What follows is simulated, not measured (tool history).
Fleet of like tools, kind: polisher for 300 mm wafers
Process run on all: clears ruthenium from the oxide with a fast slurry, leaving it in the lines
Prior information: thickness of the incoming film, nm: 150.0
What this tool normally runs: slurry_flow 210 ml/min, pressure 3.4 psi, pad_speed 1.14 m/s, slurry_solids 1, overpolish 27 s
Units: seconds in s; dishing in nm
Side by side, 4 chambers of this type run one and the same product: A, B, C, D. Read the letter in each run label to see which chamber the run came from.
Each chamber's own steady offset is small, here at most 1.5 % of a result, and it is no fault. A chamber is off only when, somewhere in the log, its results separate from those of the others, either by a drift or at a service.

run,hour,slurry_flow,pressure,pad_speed,slurry_solids,overpolish,wafers polished on this pad,hours since the slurry nozzle was cleaned,hours since the head pressure was calibrated,hours since the slurry blender was calibrated,seconds,dishing
1A,7.8,210,3.4,1.14,1,27,819,481.7,686.9,146.3,31.2,68.675
2B,14.4,210,3.4,1.14,1,27,546,118.9,241.4,369.2,32.029,67.815
# hour 27.5: chamber B: worn pad replaced by a new one
3C,29.1,210,3.4,1.14,1,27,461,564,429,132.6,31.386,68.34
# hour 37.2: chamber B: slurry blender recalibrated
# hour 40.6: chamber A: worn pad replaced by a new one
4D,40.6,210,3.4,1.14,1,27,558,131.8,794.1,180.2,31.709,67.756
# hour 44.9: chamber D: worn pad replaced by a new one
# hour 49.6: chamber C: worn pad replaced by a new one
5C,55.5,210,3.4,1.14,1,27,58,590.4,455.4,159,30.579,69.529
6D,62.2,210,3.4,1.14,1,27,171,153.4,815.7,201.8,30.975,70.313
# hour 65.6: chamber C: slurry nozzle cleaned
7B,74.6,210,3.4,1.14,1,27,466,179.1,301.6,37.5,31.451,68.368
8A,89.2,210,3.4,1.14,1,27,481,563.1,768.3,227.7,31.558,68.942
# hour 97.3: chamber C: head pressure recalibrated
9B,100.4,210,3.4,1.14,1,27,721,204.9,327.4,63.3,30.702,66.805
# hour 100.6: chamber B: worn pad replaced by a new one
# hour 101.3: chamber A: slurry nozzle cleaned
# hour 103.2: chamber D: worn pad replaced by a new one
10A,110.8,210,3.4,1.14,1,27,695,9.6,789.9,249.3,30.899,69.783
11C,121.4,210,3.4,1.14,1,27,710,55.9,24.2,224.9,30.905,69.247
# hour 123.7: chamber C: worn pad replaced by a new one
12D,129.7,210,3.4,1.14,1,27,263,220.9,883.2,269.3,31.929,69.164
# hour 138.9: chamber A: worn pad replaced by a new one
# hour 139.4: chamber C: slurry blender recalibrated
13A,144.7,210,3.4,1.14,1,27,57,43.5,823.8,283.2,30.962,68.096
14C,152.4,210,3.4,0.84,1,27,284,86.9,55.2,13,42.121,57.987
15D,166.3,210,3.4,0.84,1,27,625,257.5,919.8,305.9,45.873,54.753
# hour 170.6: chamber B: worn pad replaced by a new one
# hour 179.2: chamber D: worn pad replaced by a new one
16B,179.9,210,3.4,0.84,1,27,92,284.4,406.9,142.8,42.205,56.798
17B,188.1,210,3.4,0.84,1,27,173,292.6,415.1,151,43.202,56.329
18C,195.2,210,3.4,1.14,1,27,708,129.7,98,55.8,30.93,69.901
# hour 197.6: chamber C: worn pad replaced by a new one
19A,208.5,210,3.4,1.14,1,27,689,107.3,887.6,347,31.591,67.783
# hour 214: chamber A: slurry blender recalibrated
20D,217.4,210,3.4,1.14,1,27,378,308.6,970.9,357,34.98,62.606
21C,227.3,210,3.4,1.14,1,27,294,161.8,130.1,87.9,30.662,69.696
22B,234,210,3.4,1.14,1,27,627,338.5,461,196.9,30.075,68.595
# hour 237.5: chamber D: worn pad replaced by a new one
# hour 245.1: chamber A: worn pad replaced by a new one
23D,247.8,210,3.4,1.14,1,27,102,339,1001.3,387.4,38.467,62.705
# hour 252.8: chamber A: head pressure recalibrated
24A,254.5,140,3.4,1.14,1,27,93,153.3,1.7,40.6,33.554,67.023

One chamber off, gauge drift, or nothing amiss beyond the chambers' own small offsets? If it is a chamber, which one, and what is the likeliest cause?

One chamber, D, drifts off from the rest bit by bit.
Most likely cause: abrasive missing from the slurry, % = 37.4.

Here are 4 candidates for chamber D's next run, each the usual settings with a change, their results left as question marks. Which one brings its results back in line with what the others give on the usual settings?
In line means no further than this from the other chambers' mean on the usual settings: seconds 1.9 s; dishing 3.3 nm
25D-1,265.4,215,3.8,1.26,1.05,27,,,,,?,?
25D-2,265.4,210,3.6,1.2,1,27,,,,,?,?
25D-3,265.4,205,3.1,1.04,0.95,27,,,,,?,?
25D-4,265.4,210,3.2,1.08,1,27,,,,,?,?

The other chambers' mean on the usual settings: seconds 31.126 s; dishing 68.613 nm
run,seconds,dishing
25D-1,31.009,69.523
25D-2,35.435,64.706
25D-3,49.088,52.945
25D-4,44.327,56.58
25D-1 is the one that brings the chamber's results back in line with the other chambers.

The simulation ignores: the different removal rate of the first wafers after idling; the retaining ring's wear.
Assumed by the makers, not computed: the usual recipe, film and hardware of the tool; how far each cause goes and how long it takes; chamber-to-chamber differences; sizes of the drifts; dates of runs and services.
